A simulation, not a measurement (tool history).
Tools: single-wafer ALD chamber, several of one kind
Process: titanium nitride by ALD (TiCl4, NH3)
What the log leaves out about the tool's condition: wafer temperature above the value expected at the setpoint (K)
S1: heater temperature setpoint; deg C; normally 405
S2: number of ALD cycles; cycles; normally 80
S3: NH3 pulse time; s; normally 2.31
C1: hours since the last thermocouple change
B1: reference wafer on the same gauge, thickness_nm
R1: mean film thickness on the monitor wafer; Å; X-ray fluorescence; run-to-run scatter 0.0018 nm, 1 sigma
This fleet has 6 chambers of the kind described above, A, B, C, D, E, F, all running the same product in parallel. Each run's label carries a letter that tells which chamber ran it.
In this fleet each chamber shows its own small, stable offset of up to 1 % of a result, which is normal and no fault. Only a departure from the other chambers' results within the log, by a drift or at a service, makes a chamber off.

{"run": "1E", "hour": 5.3, "S1": 405, "S2": 80, "S3": 2.31, "C1": 70.2, "B1": 1.8995, "R1": 17.882}
{"run": "2F", "hour": 8.6, "S1": 405, "S2": 80, "S3": 2.31, "C1": 783.3, "B1": 1.8995, "R1": 17.71}
{"run": "3C", "hour": 11.9, "S1": 405, "S2": 80, "S3": 2.31, "C1": 647.3, "B1": 1.8995, "R1": 17.668}
{"run": "4D", "hour": 17.4, "S1": 405, "S2": 80, "S3": 2.31, "C1": 648.3, "B1": 1.8993, "R1": 17.697}
{"run": "5B", "hour": 21.7, "S1": 405, "S2": 80, "S3": 2.31, "C1": 510, "B1": 1.8992, "R1": 17.625}
{"run": "6A", "hour": 25.8, "S1": 405, "S2": 80, "S3": 2.31, "C1": 1454.6, "B1": 1.8985, "R1": 17.735}
{"run": "7D", "hour": 28.6, "S1": 405, "S2": 80, "S3": 2.31, "C1": 659.5, "B1": 1.8985, "R1": 17.677}
{"run": "8B", "hour": 31.5, "S1": 405, "S2": 80, "S3": 2.31, "C1": 519.8, "B1": 1.8981, "R1": 17.607}
{"run": "9A", "hour": 35.9, "S1": 405, "S2": 80, "S3": 2.31, "C1": 1464.7, "B1": 1.8988, "R1": 17.697}
{"run": "10F", "hour": 39.4, "S1": 405, "S2": 80, "S3": 2.31, "C1": 814.1, "B1": 1.8977, "R1": 17.682}
{"run": "11E", "hour": 43.7, "S1": 405, "S2": 80, "S3": 2.31, "C1": 108.6, "B1": 1.898, "R1": 17.869}
{"run": "12C", "hour": 46.7, "S1": 405, "S2": 80, "S3": 2.31, "C1": 682.1, "B1": 1.8976, "R1": 17.656}
{"run": "13D", "hour": 49.4, "S1": 405, "S2": 80, "S3": 2.31, "C1": 680.3, "B1": 1.8974, "R1": 17.639}
{"run": "14A", "hour": 51.9, "S1": 416, "S2": 80, "S3": 2.31, "C1": 1480.7, "B1": 1.8976, "R1": 17.792}
{"run": "15E", "hour": 55.3, "S1": 416, "S2": 80, "S3": 2.31, "C1": 120.2, "B1": 1.897, "R1": 17.906}
{"run": "16F", "hour": 59.1, "S1": 416, "S2": 80, "S3": 2.31, "C1": 833.8, "B1": 1.8969, "R1": 17.712}
{"run": "17C", "hour": 63.8, "S1": 416, "S2": 80, "S3": 2.31, "C1": 699.2, "B1": 1.8973, "R1": 17.717}
{"run": "18B", "hour": 66.8, "S1": 416, "S2": 80, "S3": 2.31, "C1": 555.1, "B1": 1.8971, "R1": 17.606}
{"run": "19B", "hour": 72.5, "S1": 416, "S2": 80, "S3": 2.31, "C1": 560.8, "B1": 1.8967, "R1": 17.618}
{"run": "20F", "hour": 76.2, "S1": 405, "S2": 80, "S3": 2.31, "C1": 850.9, "B1": 1.8965, "R1": 17.685}
{"run": "21D", "hour": 79.1, "S1": 405, "S2": 80, "S3": 2.31, "C1": 710, "B1": 1.8963, "R1": 17.629}
{"run": "22C", "hour": 83.3, "S1": 399, "S2": 80, "S3": 2.31, "C1": 718.7, "B1": 1.8959, "R1": 17.625}
{"run": "23A", "hour": 87.2, "S1": 399, "S2": 80, "S3": 2.31, "C1": 1516, "B1": 1.8956, "R1": 17.664}
{"run": "24E", "hour": 90.4, "S1": 399, "S2": 80, "S3": 2.31, "C1": 155.3, "B1": 1.8955, "R1": 17.746}
{"run": "25E", "hour": 94.6, "S1": 399, "S2": 80, "S3": 2.31, "C1": 159.5, "B1": 1.8956, "R1": 17.799}
{"run": "26D", "hour": 97.3, "S1": 399, "S2": 80, "S3": 2.31, "C1": 728.2, "B1": 1.8953, "R1": 17.607}
{"run": "27B", "hour": 102.6, "S1": 399, "S2": 80, "S3": 2.31, "C1": 590.9, "B1": 1.895, "R1": 17.484}
{"run": "28A", "hour": 106.8, "S1": 405, "S2": 80, "S3": 2.31, "C1": 1535.6, "B1": 1.8949, "R1": 17.684}
{"run": "29C", "hour": 112.2, "S1": 405, "S2": 80, "S3": 2.31, "C1": 747.6, "B1": 1.8945, "R1": 17.659}
{"run": "30F", "hour": 117.3, "S1": 405, "S2": 80, "S3": 2.31, "C1": 892, "B1": 1.8941, "R1": 17.655}
{"run": "31D", "hour": 122.8, "S1": 405, "S2": 80, "S3": 2.31, "C1": 753.7, "B1": 1.8945, "R1": 17.59}
{"run": "32B", "hour": 128.2, "S1": 398, "S2": 80, "S3": 2.87, "C1": 616.5, "B1": 1.8936, "R1": 17.669}
{"run": "33F", "hour": 132.7, "S1": 398, "S2": 80, "S3": 2.87, "C1": 907.4, "B1": 1.8936, "R1": 17.747}
{"run": "34A", "hour": 136.3, "S1": 398, "S2": 80, "S3": 2.87, "C1": 1565.1, "B1": 1.8935, "R1": 17.752}
{"run": "35C", "hour": 139.8, "S1": 398, "S2": 80, "S3": 2.87, "C1": 775.2, "B1": 1.8932, "R1": 17.735}
{"run": "36E", "hour": 143.3, "S1": 398, "S2": 80, "S3": 2.87, "C1": 208.2, "B1": 1.8933, "R1": 17.847}
{"run": "37B", "hour": 147.4, "S1": 398, "S2": 80, "S3": 2.87, "C1": 635.7, "B1": 1.8933, "R1": 17.643}
{"run": "38D", "hour": 152.6, "S1": 405, "S2": 80, "S3": 2.31, "C1": 783.5, "B1": 1.8927, "R1": 17.58}
{"run": "39E", "hour": 156.5, "S1": 405, "S2": 80, "S3": 2.31, "C1": 221.4, "B1": 1.8926, "R1": 17.777}
{"run": "40A", "hour": 161.8, "S1": 405, "S2": 80, "S3": 2.31, "C1": 1590.6, "B1": 1.8915, "R1": 17.685}

The same settings go to every chamber for the next run, one line per chamber below. Forecast the results for each:
{"run": "41A", "hour": 165.9, "S1": 405, "S2": 80, "S3": 2.31, "R1": "?"}
{"run": "41B", "hour": 165.9, "S1": 405, "S2": 80, "S3": 2.31, "R1": "?"}
{"run": "41C", "hour": 165.9, "S1": 405, "S2": 80, "S3": 2.31, "R1": "?"}
{"run": "41D", "hour": 165.9, "S1": 405, "S2": 80, "S3": 2.31, "R1": "?"}
{"run": "41E", "hour": 165.9, "S1": 405, "S2": 80, "S3": 2.31, "R1": "?"}
{"run": "41F", "hour": 165.9, "S1": 405, "S2": 80, "S3": 2.31, "R1": "?"}

run=41A R1=17.664
run=41B R1=17.523
run=41C R1=17.619
run=41D R1=17.59
run=41E R1=17.798
run=41F R1=17.681
